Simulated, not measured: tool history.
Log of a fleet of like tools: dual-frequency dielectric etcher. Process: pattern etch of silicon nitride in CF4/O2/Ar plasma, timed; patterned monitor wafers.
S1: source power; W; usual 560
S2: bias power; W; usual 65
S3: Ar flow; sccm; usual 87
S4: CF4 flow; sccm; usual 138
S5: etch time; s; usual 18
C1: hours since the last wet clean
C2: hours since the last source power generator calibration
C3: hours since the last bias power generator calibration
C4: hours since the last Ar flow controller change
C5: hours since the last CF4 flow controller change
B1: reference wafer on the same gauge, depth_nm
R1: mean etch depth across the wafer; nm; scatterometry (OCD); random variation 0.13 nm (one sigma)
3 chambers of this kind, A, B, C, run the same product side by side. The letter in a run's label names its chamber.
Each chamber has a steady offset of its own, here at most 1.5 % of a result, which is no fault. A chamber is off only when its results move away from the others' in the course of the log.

{"run": "1C", "hour": 4.0, "S1": 560, "S2": 65, "S3": 87, "S4": 138, "S5": 18, "C1": 86.5, "C2": 2027.8, "C3": 1830.5, "C4": 2575.4, "C5": 639.5, "B1": 50.229, "R1": 44.144}
{"run": "2A", "hour": 9.3, "S1": 560, "S2": 65, "S3": 87, "S4": 138, "S5": 18, "C1": 222.5, "C2": 4704.4, "C3": 515.0, "C4": 3314.4, "C5": 1241.5, "B1": 50.211, "R1": 43.689}
{"run": "3B", "hour": 12.8, "S1": 560, "S2": 65, "S3": 87, "S4": 138, "S5": 18, "C1": 80.6, "C2": 4196.9, "C3": 2470.5, "C4": 1731.8, "C5": 2249.4, "B1": 50.245, "R1": 43.497}
{"run": "4B", "hour": 17.4, "S1": 560, "S2": 65, "S3": 87, "S4": 138, "S5": 18, "C1": 85.2, "C2": 4201.5, "C3": 2475.1, "C4": 1736.4, "C5": 2254.0, "B1": 50.225, "R1": 43.874}
{"run": "5A", "hour": 21.3, "S1": 640, "S2": 65, "S3": 87, "S4": 113, "S5": 18, "C1": 234.5, "C2": 4716.4, "C3": 527.0, "C4": 3326.4, "C5": 1253.5, "B1": 50.179, "R1": 47.898}
{"run": "6C", "hour": 25.0, "S1": 640, "S2": 65, "S3": 87, "S4": 113, "S5": 18, "C1": 107.5, "C2": 2048.8, "C3": 1851.5, "C4": 2596.4, "C5": 660.5, "B1": 50.216, "R1": 48.968}
{"run": "7C", "hour": 29.1, "S1": 640, "S2": 65, "S3": 87, "S4": 113, "S5": 18, "C1": 111.6, "C2": 2052.9, "C3": 1855.6, "C4": 2600.5, "C5": 664.6, "B1": 50.212, "R1": 48.739}
{"run": "8B", "hour": 35.7, "S1": 560, "S2": 65, "S3": 87, "S4": 138, "S5": 18, "C1": 103.5, "C2": 4219.8, "C3": 2493.4, "C4": 1754.7, "C5": 2272.3, "B1": 50.179, "R1": 43.605}
{"run": "9A", "hour": 41.8, "S1": 560, "S2": 65, "S3": 87, "S4": 138, "S5": 18, "C1": 255.0, "C2": 4736.9, "C3": 547.5, "C4": 3346.9, "C5": 1274.0, "B1": 50.197, "R1": 43.439}
{"run": "10C", "hour": 47.1, "S1": 560, "S2": 65, "S3": 87, "S4": 138, "S5": 18, "C1": 129.6, "C2": 2070.9, "C3": 1873.6, "C4": 2618.5, "C5": 682.6, "B1": 50.213, "R1": 44.043}
{"run": "11B", "hour": 50.7, "S1": 560, "S2": 65, "S3": 87, "S4": 138, "S5": 18, "C1": 118.5, "C2": 4234.8, "C3": 2508.4, "C4": 1769.7, "C5": 2287.3, "B1": 50.186, "R1": 43.857}
{"run": "12A", "hour": 55.5, "S1": 560, "S2": 65, "S3": 87, "S4": 138, "S5": 18, "C1": 268.7, "C2": 4750.6, "C3": 561.2, "C4": 3360.6, "C5": 1287.7, "B1": 50.203, "R1": 43.419}
{"run": "13C", "hour": 61.7, "S1": 560, "S2": 65, "S3": 87, "S4": 138, "S5": 18, "C1": 144.2, "C2": 2085.5, "C3": 1888.2, "C4": 2633.1, "C5": 697.2, "B1": 50.189, "R1": 44.239}
{"hour": 66.2, "done": "chamber A: source power generator calibrated"}
{"run": "14A", "hour": 67.3, "S1": 560, "S2": 65, "S3": 87, "S4": 138, "S5": 18, "C1": 280.5, "C2": 1.2, "C3": 573.0, "C4": 3372.4, "C5": 1299.5, "B1": 50.225, "R1": 42.015}
{"run": "15B", "hour": 72.1, "S1": 560, "S2": 57, "S3": 105, "S4": 138, "S5": 18, "C1": 139.9, "C2": 4256.2, "C3": 2529.8, "C4": 1791.1, "C5": 2308.7, "B1": 50.174, "R1": 41.096}
{"run": "16A", "hour": 77.2, "S1": 560, "S2": 57, "S3": 105, "S4": 138, "S5": 18, "C1": 290.4, "C2": 11.1, "C3": 582.9, "C4": 3382.3, "C5": 1309.4, "B1": 50.186, "R1": 39.502}
{"run": "17C", "hour": 80.5, "S1": 560, "S2": 57, "S3": 105, "S4": 138, "S5": 18, "C1": 163.0, "C2": 2104.3, "C3": 1907.0, "C4": 2651.9, "C5": 716.0, "B1": 50.21, "R1": 41.083}
{"run": "18B", "hour": 84.2, "S1": 560, "S2": 65, "S3": 87, "S4": 138, "S5": 18, "C1": 152.0, "C2": 4268.3, "C3": 2541.9, "C4": 1803.2, "C5": 2320.8, "B1": 50.203, "R1": 43.827}
{"run": "19A", "hour": 89.0, "S1": 560, "S2": 65, "S3": 87, "S4": 138, "S5": 18, "C1": 302.2, "C2": 22.9, "C3": 594.7, "C4": 3394.1, "C5": 1321.2, "B1": 50.204, "R1": 42.18}
{"run": "20C", "hour": 94.2, "S1": 560, "S2": 55, "S3": 87, "S4": 126, "S5": 18, "C1": 176.7, "C2": 2118.0, "C3": 1920.7, "C4": 2665.6, "C5": 729.7, "B1": 50.215, "R1": 41.097}
{"run": "21B", "hour": 100.2, "S1": 560, "S2": 55, "S3": 87, "S4": 126, "S5": 18, "C1": 168.0, "C2": 4284.3, "C3": 2557.9, "C4": 1819.2, "C5": 2336.8, "B1": 50.203, "R1": 40.977}
{"run": "22A", "hour": 103.8, "S1": 560, "S2": 55, "S3": 87, "S4": 126, "S5": 18, "C1": 317.0, "C2": 37.7, "C3": 609.5, "C4": 3408.9, "C5": 1336.0, "B1": 50.238, "R1": 39.279}
{"run": "23B", "hour": 108.1, "S1": 560, "S2": 65, "S3": 87, "S4": 138, "S5": 18, "C1": 175.9, "C2": 4292.2, "C3": 2565.8, "C4": 1827.1, "C5": 2344.7, "B1": 50.204, "R1": 43.413}
{"run": "24C", "hour": 113.6, "S1": 430, "S2": 65, "S3": 87, "S4": 138, "S5": 20, "C1": 196.1, "C2": 2137.4, "C3": 1940.1, "C4": 2685.0, "C5": 749.1, "B1": 50.18, "R1": 38.851}
{"run": "25C", "hour": 118.1, "S1": 430, "S2": 65, "S3": 87, "S4": 138, "S5": 20, "C1": 200.6, "C2": 2141.9, "C3": 1944.6, "C4": 2689.5, "C5": 753.6, "B1": 50.218, "R1": 38.891}
{"run": "26B", "hour": 121.1, "S1": 430, "S2": 65, "S3": 87, "S4": 138, "S5": 20, "C1": 188.9, "C2": 4305.2, "C3": 2578.8, "C4": 1840.1, "C5": 2357.7, "B1": 50.246, "R1": 38.951}

Is one chamber off against the others, does the gauge drift, or is nothing wrong? If a chamber is off, say which, and what the likeliest cause is.

A service left chamber A off against the others.
Cause: source power that arrives under what is set, % = 3.87.

Here are 4 candidates for chamber A's next run, each the usual settings with a change, their results left as question marks. Which one brings its results back in line with what the others give on the usual settings?
In line means no further than this from the other chambers' mean on the usual settings: R1 0.470 nm
{"run": "27A-1", "hour": 125.8, "S1": 560, "S2": 65, "S3": 80, "S4": 149, "S5": 18.0, "R1": "?"}
{"run": "27A-2", "hour": 125.8, "S1": 550, "S2": 65, "S3": 87, "S4": 138, "S5": 18.0, "R1": "?"}
{"run": "27A-3", "hour": 125.8, "S1": 550, "S2": 65, "S3": 87, "S4": 138, "S5": 17.5, "R1": "?"}
{"run": "27A-4", "hour": 125.8, "S1": 570, "S2": 65, "S3": 87, "S4": 138, "S5": 18.5, "R1": "?"}

The other chambers' mean on the usual settings: R1 43.960 nm
run=27A-1 R1=42.624
run=27A-2 R1=41.389
run=27A-3 R1=40.239
run=27A-4 R1=43.861
27A-4 brings the chamber back in line.

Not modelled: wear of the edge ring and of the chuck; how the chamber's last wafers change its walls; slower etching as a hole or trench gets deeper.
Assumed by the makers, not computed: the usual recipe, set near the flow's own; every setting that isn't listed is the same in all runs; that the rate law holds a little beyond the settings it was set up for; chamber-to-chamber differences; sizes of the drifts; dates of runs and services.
